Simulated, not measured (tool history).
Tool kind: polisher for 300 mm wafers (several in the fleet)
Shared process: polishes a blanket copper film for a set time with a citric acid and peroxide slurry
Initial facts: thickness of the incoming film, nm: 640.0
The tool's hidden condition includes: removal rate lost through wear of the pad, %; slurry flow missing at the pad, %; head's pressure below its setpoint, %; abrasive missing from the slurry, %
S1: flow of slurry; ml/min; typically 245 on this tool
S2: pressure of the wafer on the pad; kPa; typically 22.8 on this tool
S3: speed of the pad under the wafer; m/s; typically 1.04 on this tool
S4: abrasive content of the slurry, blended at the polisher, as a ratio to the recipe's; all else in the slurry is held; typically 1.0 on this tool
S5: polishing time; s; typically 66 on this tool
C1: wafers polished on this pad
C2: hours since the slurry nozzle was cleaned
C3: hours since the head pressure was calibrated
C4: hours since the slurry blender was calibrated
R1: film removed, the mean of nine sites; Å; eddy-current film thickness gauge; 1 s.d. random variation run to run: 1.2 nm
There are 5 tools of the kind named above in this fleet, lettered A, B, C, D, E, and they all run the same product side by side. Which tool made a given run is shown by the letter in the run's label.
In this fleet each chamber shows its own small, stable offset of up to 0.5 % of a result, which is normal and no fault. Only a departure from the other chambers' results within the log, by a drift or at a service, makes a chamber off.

| run | hour | S1 | S2 | S3 | S4 | S5 | C1 | C2 | C3 | C4 | R1 |
|---|---|---|---|---|---|---|---|---|---|---|---|
|  | 3.4 | chamber B: slurry blender recalibrated |
| 1B | 3.8 | 245 | 22.8 | 1.04 | 1.0 | 66 | 421 | 319.8 | 166.9 | 0.4 | 1659.8 |
|  | 5.5 | chamber A: worn pad replaced by a new one |
| 2E | 6.9 | 245 | 22.8 | 1.04 | 1.0 | 66 | 1069 | 7.1 | 513.7 | 291.2 | 1697.2 |
|  | 11.5 | chamber E: worn pad replaced by a new one |
| 3C | 12.6 | 245 | 22.8 | 1.04 | 1.0 | 66 | 467 | 80.0 | 80.6 | 262.8 | 1691.2 |
| 4D | 17.8 | 245 | 22.8 | 1.04 | 1.0 | 66 | 1135 | 195.8 | 622.7 | 81.2 | 1701.5 |
| 5A | 20.6 | 245 | 22.8 | 1.04 | 1.0 | 66 | 201 | 32.4 | 248.6 | 73.5 | 1699.9 |
|  | 21.5 | chamber D: worn pad replaced by a new one |
| 6E | 25.4 | 245 | 27.6 | 1.04 | 1.0 | 66 | 185 | 25.6 | 532.2 | 309.7 | 2044.5 |
|  | 26.8 | chamber B: worn pad replaced by a new one |
| 7C | 30.5 | 245 | 27.6 | 1.04 | 1.0 | 66 | 706 | 97.9 | 98.5 | 280.7 | 2072.5 |
|  | 31.5 | chamber D: slurry blender recalibrated |
| 8D | 35.0 | 245 | 27.6 | 1.04 | 1.0 | 66 | 180 | 213.0 | 639.9 | 3.5 | 2053.2 |
| 9A | 40.7 | 245 | 27.6 | 1.04 | 1.0 | 66 | 470 | 52.5 | 268.7 | 93.6 | 2048.9 |
| 10B | 45.8 | 245 | 27.6 | 1.04 | 1.0 | 66 | 253 | 361.8 | 208.9 | 42.4 | 2014.9 |
| 11D | 50.0 | 245 | 22.8 | 1.04 | 1.0 | 66 | 380 | 228.0 | 654.9 | 18.5 | 1681.7 |
| 12E | 54.6 | 245 | 22.8 | 0.76 | 1.1 | 66 | 575 | 54.8 | 561.4 | 338.9 | 1265.9 |
|  | 56.9 | chamber B: slurry nozzle cleaned |
| 13B | 59.6 | 245 | 22.8 | 0.76 | 1.1 | 66 | 437 | 2.7 | 222.7 | 56.2 | 1293.7 |
| 14A | 64.6 | 245 | 22.8 | 0.76 | 1.1 | 66 | 789 | 76.4 | 292.6 | 117.5 | 1265.3 |
|  | 67.9 | chamber A: worn pad replaced by a new one |
|  | 68.0 | chamber C: worn pad replaced by a new one |
| 15C | 68.8 | 245 | 22.8 | 0.76 | 1.1 | 66 | 11 | 136.2 | 136.8 | 319.0 | 1231.4 |
| 16A | 72.2 | 245 | 22.8 | 0.76 | 1.1 | 66 | 58 | 84.0 | 300.2 | 125.1 | 1255.5 |
| 17B | 76.1 | 245 | 22.8 | 1.04 | 1.0 | 66 | 658 | 19.2 | 239.2 | 72.7 | 1681.1 |
|  | 76.2 | chamber A: slurry blender recalibrated |
| 18D | 81.4 | 245 | 22.8 | 1.04 | 1.0 | 66 | 800 | 259.4 | 686.3 | 49.9 | 1688.9 |
|  | 82.4 | chamber B: worn pad replaced by a new one |
|  | 84.1 | chamber E: worn pad replaced by a new one |
| 19E | 86.0 | 305 | 22.8 | 1.04 | 1.0 | 66 | 26 | 86.2 | 592.8 | 370.3 | 1743.8 |
| 20C | 90.8 | 305 | 22.8 | 1.04 | 1.0 | 66 | 305 | 158.2 | 158.8 | 341.0 | 1703.0 |
|  | 92.3 | chamber C: slurry blender recalibrated |
| 21A | 94.4 | 305 | 22.8 | 1.04 | 1.0 | 66 | 354 | 106.2 | 322.4 | 18.2 | 1726.1 |
| 22C | 98.3 | 305 | 22.8 | 1.04 | 1.0 | 66 | 405 | 165.7 | 166.3 | 6.1 | 1683.2 |
| 23D | 101.3 | 305 | 22.8 | 1.04 | 1.0 | 66 | 1065 | 279.3 | 706.2 | 69.8 | 1736.3 |
| 24E | 106.0 | 245 | 22.8 | 1.04 | 1.0 | 66 | 293 | 106.2 | 612.8 | 390.3 | 1675.6 |
|  | 107.9 | chamber D: worn pad replaced by a new one |
| 25B | 109.8 | 245 | 22.8 | 1.04 | 1.0 | 66 | 365 | 52.9 | 272.9 | 106.4 | 1673.3 |
| 26C | 114.0 | 245 | 22.8 | 1.04 | 1.0 | 66 | 614 | 181.4 | 182.0 | 21.8 | 1634.1 |
| 27E | 116.7 | 245 | 22.8 | 1.04 | 1.0 | 66 | 436 | 116.9 | 623.5 | 401.0 | 1673.6 |
| 28A | 120.6 | 245 | 22.8 | 1.04 | 1.0 | 66 | 704 | 132.4 | 348.6 | 44.4 | 1697.6 |
| 29B | 124.3 | 245 | 22.8 | 1.04 | 1.0 | 66 | 559 | 67.4 | 287.4 | 120.9 | 1666.1 |
|  | 126.2 | chamber A: worn pad replaced by a new one |
| 30D | 127.5 | 245 | 22.8 | 1.04 | 1.0 | 66 | 261 | 305.5 | 732.4 | 96.0 | 1716.5 |
| 31A | 132.8 | 245 | 22.8 | 1.04 | 1.0 | 66 | 88 | 144.6 | 360.8 | 56.6 | 1687.0 |
| 32E | 138.9 | 245 | 22.8 | 1.04 | 1.0 | 66 | 732 | 139.1 | 645.7 | 423.2 | 1675.7 |

Is one chamber off against the others, does the gauge drift, or is nothing wrong? If a chamber is off, say which, and what the likeliest cause is.

It is chamber C that slowly wanders off from its peers.
Likeliest cause: slurry flow missing at the pad, % = 35.1.
It could be hard to tell apart here from: head's pressure below its setpoint, %.

Here are 4 candidates for chamber C's next run, each the usual settings with a change, their results left as question marks. Which one brings its results back in line with what the others give on the usual settings?
Allowed miss from the other chambers' usual-settings mean, per result, to count as in line: R1 41.0 Å
| 33C-1 | 143.3 | 245 | 22.8 | 1.06 | 1.0 | 66 |  |  |  |  | ? |
| 33C-2 | 143.3 | 245 | 22.1 | 1.04 | 1.0 | 64 |  |  |  |  | ? |
| 33C-3 | 143.3 | 245 | 22.8 | 1.04 | 1.0 | 65 |  |  |  |  | ? |
| 33C-4 | 143.3 | 245 | 23.4 | 1.04 | 1.0 | 68 |  |  |  |  | ? |

Other chambers, usual settings, mean: R1 1687.3 Å
| run | R1 |
|---|---|
| 33C-1 | 1622.2 |
| 33C-2 | 1498.0 |
| 33C-3 | 1568.0 |
| 33C-4 | 1689.0 |
With 33C-4, the chamber falls back in line with the rest.

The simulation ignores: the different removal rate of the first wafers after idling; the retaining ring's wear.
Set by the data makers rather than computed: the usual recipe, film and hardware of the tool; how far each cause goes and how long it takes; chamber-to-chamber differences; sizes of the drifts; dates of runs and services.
